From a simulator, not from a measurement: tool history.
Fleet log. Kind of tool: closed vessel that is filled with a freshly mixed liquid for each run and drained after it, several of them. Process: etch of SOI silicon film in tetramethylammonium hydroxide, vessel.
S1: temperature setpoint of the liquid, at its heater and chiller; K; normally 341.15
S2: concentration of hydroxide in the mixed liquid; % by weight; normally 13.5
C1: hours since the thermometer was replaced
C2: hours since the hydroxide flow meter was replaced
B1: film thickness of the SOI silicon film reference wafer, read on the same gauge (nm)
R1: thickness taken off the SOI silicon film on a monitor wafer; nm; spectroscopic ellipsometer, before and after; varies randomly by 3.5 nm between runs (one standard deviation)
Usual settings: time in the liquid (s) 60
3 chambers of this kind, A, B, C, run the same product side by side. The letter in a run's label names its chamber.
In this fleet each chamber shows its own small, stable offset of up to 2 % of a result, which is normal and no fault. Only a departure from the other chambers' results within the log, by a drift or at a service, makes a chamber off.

Run 1A, hour 4.9: usual settings; C1 871.5; C2 1058.7; B1 30.005. Result: R1 340.58 nm.
Run 2C, hour 10.6: usual settings; C1 364.4; C2 1068.5; B1 30.01. Result: R1 358.66 nm.
Run 3B, hour 14.5: usual settings; C1 193.8; C2 300.9; B1 29.981. Result: R1 347 nm.
Run 4C, hour 21: usual settings; C1 374.8; C2 1078.9; B1 29.993. Result: R1 357.31 nm.
Run 5A, hour 26.3: usual settings; C1 892.9; C2 1080.1; B1 30.003. Result: R1 339.64 nm.
Run 6B, hour 32.9: usual settings; C1 212.2; C2 319.3; B1 29.997. Result: R1 341.77 nm.
Run 7B, hour 38.3: usual settings; C1 217.6; C2 324.7; B1 30.03. Result: R1 349.55 nm.
Run 8C, hour 41.6: usual settings; C1 395.4; C2 1099.5; B1 30.014. Result: R1 356.7 nm.
Run 9A, hour 46.6: usual settings but S1 335.15 K, time in the liquid (s) 40; C1 913.2; C2 1100.4; B1 30.017. Result: R1 157.46 nm.
Run 10A, hour 49.7: usual settings but S1 335.15 K, time in the liquid (s) 40; C1 916.3; C2 1103.5; B1 29.996. Result: R1 159.42 nm.
Run 11C, hour 53.5: usual settings but S1 335.15 K, time in the liquid (s) 40; C1 407.3; C2 1111.4; B1 29.992. Result: R1 161.34 nm.
Run 12B, hour 56.8: usual settings; C1 236.1; C2 343.2; B1 29.993. Result: R1 346.32 nm.
Run 13A, hour 60.6: usual settings; C1 927.2; C2 1114.4; B1 30.017. Result: R1 345.47 nm.
Run 14B, hour 64.1: usual settings; C1 243.4; C2 350.5; B1 30.007. Result: R1 347.86 nm.
Run 15C, hour 67.9: usual settings; C1 421.7; C2 1125.8; B1 29.99. Result: R1 349.79 nm.
Run 16C, hour 74.3: usual settings; C1 428.1; C2 1132.2; B1 29.995. Result: R1 353.28 nm.
Run 17A, hour 78.8: usual settings; C1 945.4; C2 1132.6; B1 30.014. Result: R1 349.57 nm.
Run 18B, hour 84.7: usual settings but S1 347.15 K; C1 264; C2 371.1; B1 29.999. Result: R1 490.19 nm.
Run 19C, hour 88.4: usual settings but S1 347.15 K; C1 442.2; C2 1146.3; B1 29.993. Result: R1 499.88 nm.
Run 20B, hour 92.3: usual settings but S1 347.15 K; C1 271.6; C2 378.7; B1 29.989. Result: R1 489.36 nm.
Run 21A, hour 97.8: usual settings; C1 964.4; C2 1151.6; B1 29.982. Result: R1 357.55 nm.
Run 22C, hour 102.8: usual settings but S2 11 % by weight, time in the liquid (s) 40; C1 456.6; C2 1160.7; B1 29.998. Result: R1 259.18 nm.
Run 23A, hour 106.7: usual settings but S2 11 % by weight, time in the liquid (s) 40; C1 973.3; C2 1160.5; B1 30.017. Result: R1 259.78 nm.
Run 24B, hour 113.6: usual settings but S2 11 % by weight, time in the liquid (s) 40; C1 292.9; C2 400; B1 30.007. Result: R1 252.57 nm.
Run 25C, hour 119.7: usual settings; C1 473.5; C2 1177.6; B1 30. Result: R1 348.44 nm.
Run 26B, hour 123: usual settings but S1 343.65 K, S2 12 % by weight; C1 302.3; C2 409.4; B1 30.007. Result: R1 415.4 nm.
Run 27A, hour 128.1: usual settings but S1 343.65 K, S2 12 % by weight; C1 994.7; C2 1181.9; B1 30.001. Result: R1 450.35 nm.
Run 28A, hour 133: usual settings but S1 343.65 K, S2 12 % by weight; C1 999.6; C2 1186.8; B1 29.995. Result: R1 450.01 nm.
Run 29B, hour 136.2: usual settings; C1 315.5; C2 422.6; B1 29.99. Result: R1 343.7 nm.
Run 30C, hour 140: usual settings; C1 493.8; C2 1197.9; B1 30.001. Result: R1 354.49 nm.
Run 31C, hour 146: usual settings but S2 11.5 % by weight; C1 499.8; C2 1203.9; B1 30.014. Result: R1 375.37 nm.
Run 32A, hour 152.8: usual settings but S2 11.5 % by weight; C1 1019.4; C2 1206.6; B1 29.991. Result: R1 399.57 nm.

What goes on in this fleet: one chamber off, a drifting gauge, or nothing beyond the chambers' own small offsets? Name the chamber and the cause, if any.

Chamber A drifts away from the others.
Most likely cause: liquid hotter than its thermometer reads (K) = 1.66.

Chamber A could run next with any of the 4 candidate recipes listed below; each alters the usual settings, and their results appear as question marks. Which one brings its results back in line with what the other chambers deliver on the usual settings?
A result is in line if it is within this distance of the other chambers' mean on the usual settings: R1 12 nm
Run 33A-1, hour 157.7: usual settings but S1 339.65 K. Result: R1 ?.
Run 33A-2, hour 157.7: usual settings but S1 344.15 K. Result: R1 ?.
Run 33A-3, hour 157.7: usual settings but S1 339.65 K, time in the liquid (s) 55. Result: R1 ?.
Run 33A-4, hour 157.7: usual settings but S2 11.5 % by weight. Result: R1 ?.

The mean the other chambers reach with the usual settings: R1 349.15 nm
  run      R1
33A-1  346.33
33A-2  449.98
33A-3  317.47
33A-4  404.76
The right change is 33A-1: it brings the chamber back within the allowed miss of the others.
